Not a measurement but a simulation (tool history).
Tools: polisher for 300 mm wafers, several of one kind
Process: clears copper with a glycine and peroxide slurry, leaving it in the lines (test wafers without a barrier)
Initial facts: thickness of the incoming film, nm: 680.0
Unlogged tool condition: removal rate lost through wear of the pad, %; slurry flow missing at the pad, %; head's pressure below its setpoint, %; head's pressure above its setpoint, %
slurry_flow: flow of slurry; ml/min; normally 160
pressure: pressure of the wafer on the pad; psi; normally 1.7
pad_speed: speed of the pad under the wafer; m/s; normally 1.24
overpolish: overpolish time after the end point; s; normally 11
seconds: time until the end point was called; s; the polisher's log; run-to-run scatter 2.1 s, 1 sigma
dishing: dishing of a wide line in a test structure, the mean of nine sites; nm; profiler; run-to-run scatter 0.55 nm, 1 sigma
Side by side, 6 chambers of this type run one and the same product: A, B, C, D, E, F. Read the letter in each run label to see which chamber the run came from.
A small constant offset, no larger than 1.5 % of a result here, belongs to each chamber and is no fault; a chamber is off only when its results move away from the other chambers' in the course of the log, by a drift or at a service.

| run | day | slurry_flow | pressure | pad_speed | overpolish | wafers polished on this pad | hours since the slurry nozzle was cleaned | hours since the head pressure was calibrated | seconds | dishing |
|---|---|---|---|---|---|---|---|---|---|---|
|  | 0.088 | chamber F: slurry nozzle cleaned |
| 1F | 0.229 | 160 | 1.7 | 1.24 | 11 | 429 | 3.5 | 234.7 | 139.54 | 26.237 |
| 2A | 0.592 | 160 | 1.7 | 1.24 | 11 | 630 | 203.2 | 255.6 | 139.73 | 25.955 |
| 3D | 0.929 | 160 | 1.7 | 1.24 | 11 | 134 | 278.9 | 845 | 141.77 | 26.619 |
|  | 1.196 | chamber A: head pressure recalibrated |
| 4E | 1.35 | 160 | 1.7 | 1.24 | 11 | 426 | 34.1 | 229.9 | 140.8 | 24.914 |
| 5B | 1.638 | 160 | 1.7 | 1.24 | 11 | 616 | 159.4 | 767.4 | 142.5 | 25.582 |
| 6C | 1.95 | 160 | 1.7 | 1.24 | 11 | 910 | 104.2 | 144.8 | 139.25 | 25.048 |
| 7D | 2.371 | 160 | 1.7 | 1.24 | 11 | 268 | 313.5 | 879.6 | 140.69 | 26.401 |
|  | 2.567 | chamber F: worn pad replaced by a new one |
|  | 2.729 | chamber B: worn pad replaced by a new one |
| 8B | 2.783 | 160 | 1.7 | 1.24 | 11 | 5 | 186.9 | 794.9 | 136.48 | 25.327 |
| 9A | 3.025 | 160 | 1.7 | 1.24 | 11 | 857 | 261.6 | 43.9 | 139.57 | 24.426 |
|  | 3.092 | chamber E: worn pad replaced by a new one |
| 10E | 3.233 | 160 | 1.7 | 0.82 | 14 | 13 | 79.3 | 275.1 | 186.59 | 26.34 |
| 11F | 3.583 | 160 | 1.7 | 0.82 | 14 | 94 | 84 | 315.2 | 194.42 | 26.519 |
| 12C | 3.996 | 160 | 1.7 | 0.82 | 14 | 1100 | 153.3 | 193.9 | 186.21 | 25.938 |
| 13F | 4.429 | 160 | 1.7 | 0.82 | 14 | 173 | 104.3 | 335.5 | 186.76 | 25.366 |
| 14E | 4.812 | 160 | 1.7 | 0.82 | 14 | 160 | 117.2 | 313 | 189.07 | 26.526 |
|  | 4.938 | chamber B: slurry nozzle cleaned |
|  | 5.104 | chamber A: worn pad replaced by a new one |
| 15A | 5.154 | 160 | 1.7 | 0.82 | 14 | 4 | 312.7 | 95 | 185.82 | 26.164 |
| 16B | 5.471 | 160 | 1.7 | 1.24 | 11 | 255 | 12.8 | 859.4 | 139.48 | 26.221 |
|  | 5.767 | chamber D: slurry nozzle cleaned |
| 17C | 5.783 | 160 | 1.7 | 1.24 | 11 | 1267 | 196.2 | 236.8 | 139.31 | 26.313 |
| 18D | 6.071 | 160 | 1.7 | 1.24 | 11 | 613 | 7.3 | 968.4 | 141.48 | 26.887 |
| 19A | 6.388 | 160 | 1.7 | 1.24 | 11 | 119 | 342.3 | 124.6 | 139.6 | 25.076 |
|  | 6.458 | chamber E: head pressure recalibrated |
|  | 6.671 | chamber C: worn pad replaced by a new one |
| 20E | 6.808 | 160 | 1.7 | 1.24 | 11 | 346 | 165.1 | 8.4 | 138.62 | 25.486 |
| 21B | 7.025 | 160 | 1.7 | 1.24 | 11 | 400 | 50.1 | 896.7 | 137.3 | 25.327 |
|  | 7.154 | chamber F: head pressure recalibrated |
| 22F | 7.45 | 160 | 1.7 | 1.24 | 11 | 455 | 176.8 | 7.2 | 136.32 | 26.127 |
| 23C | 7.679 | 160 | 1.7 | 1.24 | 11 | 94 | 241.7 | 282.3 | 135.96 | 24.696 |
| 24D | 8.021 | 160 | 1.7 | 1.24 | 11 | 795 | 54.1 | 1015.2 | 137.22 | 26.483 |
| 25A | 8.279 | 160 | 1.7 | 1.24 | 11 | 296 | 387.7 | 170 | 136.17 | 25.401 |
|  | 8.312 | chamber F: worn pad replaced by a new one |
| 26F | 8.675 | 160 | 1.7 | 1.46 | 5 | 33 | 206.2 | 36.6 | 123.27 | 16.929 |
| 27D | 8.912 | 160 | 1.7 | 1.46 | 5 | 878 | 75.5 | 1036.6 | 120.09 | 17.124 |
| 28E | 9.279 | 160 | 1.7 | 1.46 | 5 | 576 | 224.4 | 67.7 | 124.19 | 16.817 |
| 29B | 9.554 | 160 | 1.7 | 1.46 | 5 | 636 | 110.8 | 957.4 | 121.55 | 16.481 |
| 30C | 9.908 | 160 | 1.7 | 1.46 | 5 | 301 | 295.2 | 335.8 | 120.41 | 17.016 |
|  | 9.921 | chamber E: worn pad replaced by a new one |
| 31F | 10.312 | 160 | 1.7 | 1.46 | 5 | 186 | 245.5 | 75.9 | 121.64 | 16.477 |
| 32A | 10.512 | 160 | 1.7 | 1.24 | 11 | 504 | 441.3 | 223.6 | 140.65 | 25.514 |
| 33E | 10.825 | 160 | 1.9 | 1.24 | 11 | 84 | 261.5 | 104.8 | 128.93 | 26.316 |
|  | 10.95 | chamber B: worn pad replaced by a new one |
| 34B | 11.025 | 160 | 1.9 | 1.24 | 11 | 7 | 146.1 | 992.7 | 128.08 | 26.993 |
|  | 11.288 | chamber D: worn pad replaced by a new one |
| 35C | 11.412 | 160 | 1.9 | 1.24 | 11 | 442 | 331.3 | 371.9 | 129.52 | 26.678 |
| 36D | 11.696 | 160 | 1.9 | 1.24 | 11 | 38 | 142.3 | 1103.4 | 123.32 | 26.84 |
| 37A | 12.075 | 160 | 1.9 | 1.24 | 11 | 650 | 478.8 | 261.1 | 127.03 | 27.174 |
| 38C | 12.462 | 160 | 1.9 | 1.24 | 11 | 540 | 356.5 | 397.1 | 127.92 | 27.027 |

Predict what each chamber gives when all 6 of them run the settings below next.
| 39A | 12.771 | 160 | 1.7 | 1.24 | 11 |  |  |  | ? | ? |
| 39B | 12.771 | 160 | 1.7 | 1.24 | 11 |  |  |  | ? | ? |
| 39C | 12.771 | 160 | 1.7 | 1.24 | 11 |  |  |  | ? | ? |
| 39D | 12.771 | 160 | 1.7 | 1.24 | 11 |  |  |  | ? | ? |
| 39E | 12.771 | 160 | 1.7 | 1.24 | 11 |  |  |  | ? | ? |
| 39F | 12.771 | 160 | 1.7 | 1.24 | 11 |  |  |  | ? | ? |

| run | seconds | dishing |
|---|---|---|
| 39A | 137.9 | 25.741 |
| 39B | 132.6 | 25.3 |
| 39C | 136.5 | 26.013 |
| 39D | 144.69 | 26.099 |
| 39E | 142.71 | 24.851 |
| 39F | 136.22 | 25.706 |

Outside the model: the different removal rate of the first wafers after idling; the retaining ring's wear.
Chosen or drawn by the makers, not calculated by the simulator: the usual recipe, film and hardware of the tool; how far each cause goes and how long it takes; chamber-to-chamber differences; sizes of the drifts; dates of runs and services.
